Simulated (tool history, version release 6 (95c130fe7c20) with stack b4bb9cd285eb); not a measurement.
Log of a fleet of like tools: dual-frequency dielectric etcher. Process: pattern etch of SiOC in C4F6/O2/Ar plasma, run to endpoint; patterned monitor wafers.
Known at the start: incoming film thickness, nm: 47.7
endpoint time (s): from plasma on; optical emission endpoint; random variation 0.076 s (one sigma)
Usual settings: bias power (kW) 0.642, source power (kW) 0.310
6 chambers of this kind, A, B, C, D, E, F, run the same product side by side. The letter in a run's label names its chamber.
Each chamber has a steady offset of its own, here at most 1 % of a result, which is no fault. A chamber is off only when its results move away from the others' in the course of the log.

Run 1F, hour 9.7: usual settings. Result: endpoint time (s) 16.061.
At hour 18.6: chamber B: wet clean of the chamber.
Run 2E, hour 22.4: usual settings. Result: endpoint time (s) 16.020.
Run 3C, hour 33.3: usual settings. Result: endpoint time (s) 16.000.
Run 4B, hour 45.5: usual settings. Result: endpoint time (s) 16.103.
Run 5A, hour 52.5: usual settings. Result: endpoint time (s) 15.994.
Run 6D, hour 60.1: usual settings but source power (kW) 0.350. Result: endpoint time (s) 15.205.
Run 7F, hour 70.3: usual settings but source power (kW) 0.350. Result: endpoint time (s) 15.453.
At hour 71.5: chamber E: wet clean of the chamber.
At hour 73.3: chamber C: source power generator calibrated.
Run 8E, hour 78.6: usual settings but source power (kW) 0.350. Result: endpoint time (s) 15.331.
Run 9D, hour 88.9: usual settings but source power (kW) 0.350. Result: endpoint time (s) 15.214.
Run 10C, hour 98.5: usual settings but source power (kW) 0.350. Result: endpoint time (s) 15.339.
Run 11A, hour 108.1: usual settings but source power (kW) 0.350. Result: endpoint time (s) 15.145.
Run 12B, hour 116.7: usual settings. Result: endpoint time (s) 16.128.
Run 13B, hour 131.1: usual settings. Result: endpoint time (s) 16.006.
Run 14E, hour 140.2: usual settings. Result: endpoint time (s) 16.051.
Run 15D, hour 148.7: usual settings but bias power (kW) 0.567, source power (kW) 0.340. Result: endpoint time (s) 16.002.
Run 16A, hour 159.6: usual settings but bias power (kW) 0.567, source power (kW) 0.340. Result: endpoint time (s) 15.938.
Run 17C, hour 170.4: usual settings but bias power (kW) 0.567, source power (kW) 0.340. Result: endpoint time (s) 16.073.
Run 18F, hour 178.2: usual settings but bias power (kW) 0.567, source power (kW) 0.340. Result: endpoint time (s) 16.284.
Run 19E, hour 190.8: usual settings but bias power (kW) 0.567, source power (kW) 0.340. Result: endpoint time (s) 16.355.
Run 20B, hour 203.8: usual settings but bias power (kW) 0.567, source power (kW) 0.340. Result: endpoint time (s) 16.346.
Run 21D, hour 215.5: usual settings. Result: endpoint time (s) 15.766.
Run 22F, hour 225.5: usual settings. Result: endpoint time (s) 16.120.
Run 23A, hour 235.3: usual settings. Result: endpoint time (s) 15.576.
Run 24C, hour 247.8: usual settings. Result: endpoint time (s) 15.996.
Run 25E, hour 260.0: usual settings. Result: endpoint time (s) 16.027.
Run 26D, hour 269.5: usual settings but bias power (kW) 0.520, source power (kW) 0.360. Result: endpoint time (s) 16.331.
Run 27C, hour 282.1: usual settings but bias power (kW) 0.520, source power (kW) 0.360. Result: endpoint time (s) 16.370.
Run 28A, hour 289.4: usual settings but bias power (kW) 0.520, source power (kW) 0.360. Result: endpoint time (s) 15.866.
Run 29F, hour 302.6: usual settings but bias power (kW) 0.520, source power (kW) 0.360. Result: endpoint time (s) 16.508.
Run 30B, hour 314.1: usual settings but bias power (kW) 0.520, source power (kW) 0.360. Result: endpoint time (s) 16.455.
At hour 316.6: chamber D: wet clean of the chamber.
Run 31A, hour 326.8: usual settings but bias power (kW) 0.520, source power (kW) 0.360. Result: endpoint time (s) 15.721.
Run 32B, hour 334.4: usual settings. Result: endpoint time (s) 15.949.
Run 33E, hour 348.7: usual settings. Result: endpoint time (s) 16.091.
Run 34F, hour 355.3: usual settings. Result: endpoint time (s) 16.130.
Run 35D, hour 367.4: usual settings. Result: endpoint time (s) 15.980.
Run 36C, hour 382.3: usual settings. Result: endpoint time (s) 16.027.

Is one chamber off against the others, does the gauge drift, or is nothing wrong? If a chamber is off, say which, and what the likeliest cause is.

Chamber A drifts away from the others.
Cause: etch rate over this chamber's usual, % = 5.21.

Here are 4 candidates for chamber A's next run, each the usual settings with a change, their results left as question marks. Which one brings its results back in line with what the others give on the usual settings?
In line means no further than this from the other chambers' mean on the usual settings: endpoint time (s) 0.270
Run 37A-1, hour 393.1: usual settings but bias power (kW) 0.625, source power (kW) 0.300. Result: endpoint time (s) ?.
Run 37A-2, hour 393.1: usual settings but bias power (kW) 0.600, source power (kW) 0.290. Result: endpoint time (s) ?.
Run 37A-3, hour 393.1: usual settings but source power (kW) 0.330. Result: endpoint time (s) ?.
Run 37A-4, hour 393.1: usual settings but bias power (kW) 0.726. Result: endpoint time (s) ?.

The other chambers' mean on the usual settings: endpoint time (s) 15.972
  run  endpoint time (s)
37A-1             15.541
37A-2             15.986
37A-3             14.850
37A-4             14.486
37A-2 brings the chamber back in line.
